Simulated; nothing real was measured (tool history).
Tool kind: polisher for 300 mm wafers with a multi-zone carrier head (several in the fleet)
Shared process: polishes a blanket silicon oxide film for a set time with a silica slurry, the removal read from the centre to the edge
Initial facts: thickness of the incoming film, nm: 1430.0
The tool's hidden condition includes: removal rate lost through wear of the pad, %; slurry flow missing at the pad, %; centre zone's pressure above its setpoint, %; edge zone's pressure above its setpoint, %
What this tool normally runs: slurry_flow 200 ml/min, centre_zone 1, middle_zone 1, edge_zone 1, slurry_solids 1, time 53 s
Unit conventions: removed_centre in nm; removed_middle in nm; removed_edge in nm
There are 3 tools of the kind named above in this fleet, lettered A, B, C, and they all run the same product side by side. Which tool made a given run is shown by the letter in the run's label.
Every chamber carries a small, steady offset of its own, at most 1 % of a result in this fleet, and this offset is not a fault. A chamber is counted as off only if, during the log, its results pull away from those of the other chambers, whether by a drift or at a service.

run   hour  slurry_flow  centre_zone  middle_zone  edge_zone  slurry_solids  time  wafers polished on this pad  hours since the slurry nozzle was cleaned  hours since the centre zone pressure was calibrated  hours since the edge zone pressure was calibrated  removed_centre  removed_middle  removed_edge
       3.4  -- chamber B: worn pad replaced by a new one
 1C    7.3          200            1            1          1              1    53                          991                                      646.5                                                158.4                                              333.6          156.25          160.32        158.22
      10.9  -- chamber C: worn pad replaced by a new one
 2A   17.6          200            1            1          1              1    53                          326                                      218.6                                               1185.8                                              282.3          159.69          158.06         158.9
 3B   30.4          200            1            1          1              1    53                          418                                      262.8                                                935.2                                              109.5          158.17          161.86        160.52
 4B   43.1          200            1            1          1              1    53                          614                                      275.5                                                947.9                                              122.2          160.08          156.76         159.8
 5A   55.5          200            1            1       0.94              1    53                          911                                      256.5                                               1223.7                                              320.2          158.83          156.99        152.05
      67.4  -- chamber A: worn pad replaced by a new one
 6C   69.5          200            1            1       0.94              1    53                          905                                      708.7                                                220.6                                              395.8          153.87          159.25        150.87
 7B   78.2          200            1            1       0.94              1    53                         1156                                      310.6                                                  983                                              157.3          156.59          156.99        153.81
      80.1  -- chamber B: worn pad replaced by a new one
 8C     85          200            1            1          1              1    53                         1144                                      724.2                                                236.1                                              411.3          158.77          157.06        155.48
      86.1  -- chamber C: worn pad replaced by a new one
 9A   99.1          200            1            1          1              1    53                          490                                      300.1                                               1267.3                                              363.8          157.44          158.61        157.59
10B  105.8          200            1            1          1              1    53                          398                                      338.2                                               1010.6                                              184.9          158.71             158         159.4
11A  119.4          200            1            1          1              1    53                          803                                      320.4                                               1287.6                                              384.1          157.36          158.72        157.68
12C  127.3          200            1            1          1              1    53                          636                                      766.5                                                278.4                                              453.6          154.02          158.73        156.62
     136.4  -- chamber C: slurry nozzle cleaned
13B  141.6          200            1            1          1              1    53                          951                                        374                                               1046.4                                              220.7          158.48          161.49        159.58
     145.2  -- chamber A: worn pad replaced by a new one
14C  153.8          200            1            1       1.04              1    53                         1045                                       17.4                                                304.9                                              480.1          158.59          158.74        158.43
     161.5  -- chamber B: worn pad replaced by a new one
15A    162          200            1            1       1.04              1    53                          260                                        363                                               1330.2                                              426.7          157.82          154.75        161.66
     164.3  -- chamber C: worn pad replaced by a new one
     168.4  -- chamber C: edge zone pressure recalibrated
16A  175.9          200            1            1       1.04              1    53                          475                                      376.9                                               1344.1                                              440.6          156.88          156.63        161.34
17C  184.7          200            1            1          1              1    53                          315                                       48.3                                                335.8                                               16.3          158.22          157.13        157.29
18B  194.3          200            1            1          1              1    53                          507                                      426.7                                               1099.1                                              273.4          160.28           157.6        160.66
19C  202.1          200            1            1          1              1    53                          584                                       65.7                                                353.2                                               33.7          157.26          160.54        157.64
     204.6  -- chamber A: slurry nozzle cleaned
20B  211.1          200            1            1          1              1    53                          767                                      443.5                                               1115.9                                              290.2          159.43          158.96        160.31
21A  218.8          200            1            1        1.1              1    46                         1137                                       14.2                                                 1387                                              483.5          138.53          136.22        145.14
     222.7  -- chamber A: worn pad replaced by a new one
     228.5  -- chamber C: worn pad replaced by a new one
22A  229.4          200            1            1        1.1              1    46                          103                                       24.8                                               1397.6                                              494.1          136.49          136.19         143.8
     233.8  -- chamber B: worn pad replaced by a new one
23C  239.9          200            1            1        1.1              1    46                          176                                      103.5                                                  391                                               71.5          137.11          136.06        143.97
24B  247.9          200            1            1          1              1    53                          218                                      480.3                                               1152.7                                                327          156.37          159.32         158.6
25A  259.7          200            1            1          1              1    53                          571                                       55.1                                               1427.9                                              524.4          156.49          161.18        159.45
26B  270.7          200            1            1          1              1    53                          570                                      503.1                                               1175.5                                              349.8          158.63          157.73        158.43
27C  278.5          200            1            1          1              1    53                          772                                      142.1                                                429.6                                              110.1          158.11           158.3        156.56
     291.3  -- chamber C: worn pad replaced by a new one
28A  291.7          200            1            1          1              1    53                         1065                                       87.1                                               1459.9                                              556.4          158.57          157.54        157.25
29C    300          200            1            1          1              1    53                          134                                      163.6                                                451.1                                              131.6          157.62          155.89        156.14
       301  -- chamber A: worn pad replaced by a new one
30B  306.6          200            1            1          1              1    53                         1124                                        539                                               1211.4                                              385.7          159.23          158.92        158.72
     311.7  -- chamber B: worn pad replaced by a new one
31C  313.1          200            1            1          1              1    53                          336                                      176.7                                                464.2                                              144.7          154.85          157.85        157.53
32A  326.5          200            1            1          1              1    53                          394                                      121.9                                               1494.7                                              591.2           154.2          160.06        158.74
33B  336.9          200            1            1          1              1    53                          389                                      569.3                                               1241.7                                                416          159.43          159.89        157.81
34A  347.9          200            1            1          1              1    53                          724                                      143.3                                               1516.1                                              612.6          156.86          156.42        158.06
35C  355.7          200            1            1          1              1    53                          994                                      219.3                                                506.8                                              187.3          155.08          155.19        157.42

For the next run the whole fleet of 3 chambers uses the same settings. Give each chamber's results:
36A  366.4          200            1            1          1              1    53                                                                                                                                                                                               ?               ?             ?
36B  366.4          200            1            1          1              1    53                                                                                                                                                                                               ?               ?             ?
36C  366.4          200            1            1          1              1    53                                                                                                                                                                                               ?               ?             ?

run  removed_centre  removed_middle  removed_edge
36A          157.29          157.18        159.67
36B          154.75          160.35         159.1
36C          154.47           157.4        156.61
